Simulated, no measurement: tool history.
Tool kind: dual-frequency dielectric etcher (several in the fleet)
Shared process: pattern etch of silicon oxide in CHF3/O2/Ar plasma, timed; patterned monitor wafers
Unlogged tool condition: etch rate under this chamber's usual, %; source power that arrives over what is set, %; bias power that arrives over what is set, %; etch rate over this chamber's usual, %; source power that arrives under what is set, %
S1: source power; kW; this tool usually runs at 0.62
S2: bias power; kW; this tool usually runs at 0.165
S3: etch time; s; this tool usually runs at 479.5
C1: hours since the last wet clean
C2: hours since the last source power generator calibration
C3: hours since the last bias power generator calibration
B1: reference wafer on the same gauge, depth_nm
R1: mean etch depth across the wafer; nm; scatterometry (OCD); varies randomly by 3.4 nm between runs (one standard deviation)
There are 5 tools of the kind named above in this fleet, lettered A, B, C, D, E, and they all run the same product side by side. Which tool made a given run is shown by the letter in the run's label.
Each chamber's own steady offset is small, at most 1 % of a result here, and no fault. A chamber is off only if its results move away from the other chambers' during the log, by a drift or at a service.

run   hour    S1     S2     S3     C1      C2      C3      B1      R1
 1D    6.3  0.62  0.165  479.5  123.1  2063.2   289.1  1082.6   940.4
 2A   10.1  0.62  0.165  479.5  145.5  1402.4  3206.3  1082.7  934.02
 3C   14.8  0.62  0.165  479.5  306.1  1127.4  1161.2  1082.3  936.09
 4E   21.4  0.62  0.165  479.5  273.1  1514.2  2546.6  1082.8  944.36
 5B   28.7  0.48  0.181  479.5    413   417.5   998.4  1082.9  877.65
 6B   32.4  0.48  0.181  479.5  416.7   421.2  1002.1  1083.3  870.44
 7C   36.8  0.48  0.181  479.5  328.1  1149.4  1183.2  1082.3  864.88
 8A   43.1  0.48  0.181  479.5  178.5  1435.4  3239.3  1082.7  874.96
 9E   49.2  0.48  0.181  479.5  300.9    1542  2574.4  1082.8  877.46
10D   54.4  0.62  0.165  479.5  171.2  2111.3   337.2  1083.3  936.28
11E   62.2  0.62  0.165  479.5  313.9    1555  2587.4  1082.3   934.3
12A   66.7  0.62  0.165  479.5  202.1    1459  3262.9  1084.2   932.4
      69.9  -- chamber C: wet clean of the chamber
13C   74.5  0.62  0.165  479.5    4.6  1187.1  1220.9  1082.4  938.34
14D   79.7  0.62  0.165  479.5  196.5  2136.6   362.5  1082.9  930.93
15B   86.7  0.62  0.165    568    471   475.5  1056.4  1082.9    1105
16D   93.5  0.62  0.165    568  210.3  2150.4   376.3  1082.7  1108.7
17E   98.6  0.62  0.165    568  350.3  1591.4  2623.8  1082.7  1114.1
18A  104.9  0.62  0.165    568  240.3  1497.2  3301.1    1083  1100.1
19C  112.3  0.62  0.165    568   42.4  1224.9  1258.7  1083.4  1110.7
20B  120.6  0.62  0.165  479.5  504.9   509.4  1090.3  1084.3  934.09
21C  127.9  0.62  0.165  479.5     58  1240.5  1274.3  1082.8  932.26
22A  135.2  0.62  0.165  479.5  270.6  1527.5  3331.4  1082.9  926.12
23E  139.8  0.75  0.165  617.5  391.5  1632.6    2665  1083.2  1301.2
24D  145.9  0.75  0.165  617.5  262.7  2202.8   428.7  1082.5  1301.6
25B  150.4  0.75  0.165  617.5  534.7   539.2  1120.1  1084.1  1302.4
26B  157.1  0.75  0.165  617.5  541.4   545.9  1126.8  1083.1  1307.6
27C    165  0.75  0.165  617.5   95.1  1277.6  1311.4  1082.1  1297.2
28D  170.2  0.62  0.165  479.5    287  2227.1     453  1083.7  935.04
29A  176.3  0.62  0.165  479.5  311.7  1568.6  3372.5  1083.6  918.78
30E  181.2  0.62  0.165  479.5  432.9    1674  2706.4  1083.2  933.23
       186  -- chamber E: wet clean of the chamber
31D  188.5  0.62  0.165  479.5  305.3  2245.4   471.3  1083.1  932.81
32B  193.4  0.62  0.149  599.5  577.7   582.2  1163.1    1083  1135.6
33E  197.9  0.62  0.149  599.5   11.9  1690.7  2723.1  1083.1    1133
34C  205.4  0.62  0.149  599.5  135.5    1318  1351.8  1083.1  1128.7
35A  211.2  0.62  0.149  599.5  346.6  1603.5  3407.4  1082.9  1105.5
36B  215.2  0.62  0.149  599.5  599.5     604  1184.9  1082.7  1135.5
37C  221.1  0.62  0.165  479.5  151.2  1333.7  1367.5  1081.9  923.99
38D  226.2  0.62  0.165  479.5    343  2283.1     509  1082.3  937.15
39E  234.5  0.62  0.165  479.5   48.5  1727.3  2759.7    1083  935.68
     236.6  -- chamber B: wet clean of the chamber
40A  242.8  0.62  0.165  479.5  378.2  1635.1    3439  1082.2  911.16
41A  250.2  0.62  0.165  479.5  385.6  1642.5  3446.4  1082.2  907.71
42B  256.8  0.62  0.165  479.5   20.3   645.6  1226.5    1083  943.63
43E  263.9  0.62  0.165  479.5   77.9  1756.7  2789.1  1083.5  932.43
44C  269.4  0.62  0.139  479.5  199.5    1382  1415.8  1084.1  879.73

What goes on in this fleet: one chamber off, a drifting gauge, or nothing beyond the chambers' own small offsets? Name the chamber and the cause, if any.

It is chamber A that slowly wanders off from its peers.
Cause: etch rate under this chamber's usual, % = 2.32.
The log may not tell that from: source power that arrives under what is set, %.

Chamber A could run next with any of the 4 candidate recipes listed below; each alters the usual settings, and their results appear as question marks. Which one brings its results back in line with what the other chambers deliver on the usual settings?
Allowed miss from the other chambers' usual-settings mean, per result, to count as in line: R1 12 nm
45A-1  275.4  0.62  0.165  451.5                   ?
45A-2  275.4  0.62  0.165  491.5                   ?
45A-3  275.4  0.62  0.167  505.5                   ?
45A-4  275.4  0.62  0.165    466                   ?

On the usual settings, the other chambers give on average: R1 935.13 nm
  run      R1
45A-1   857.4
45A-2  933.36
45A-3  963.81
45A-4  884.94
With 45A-2, the chamber falls back in line with the rest.
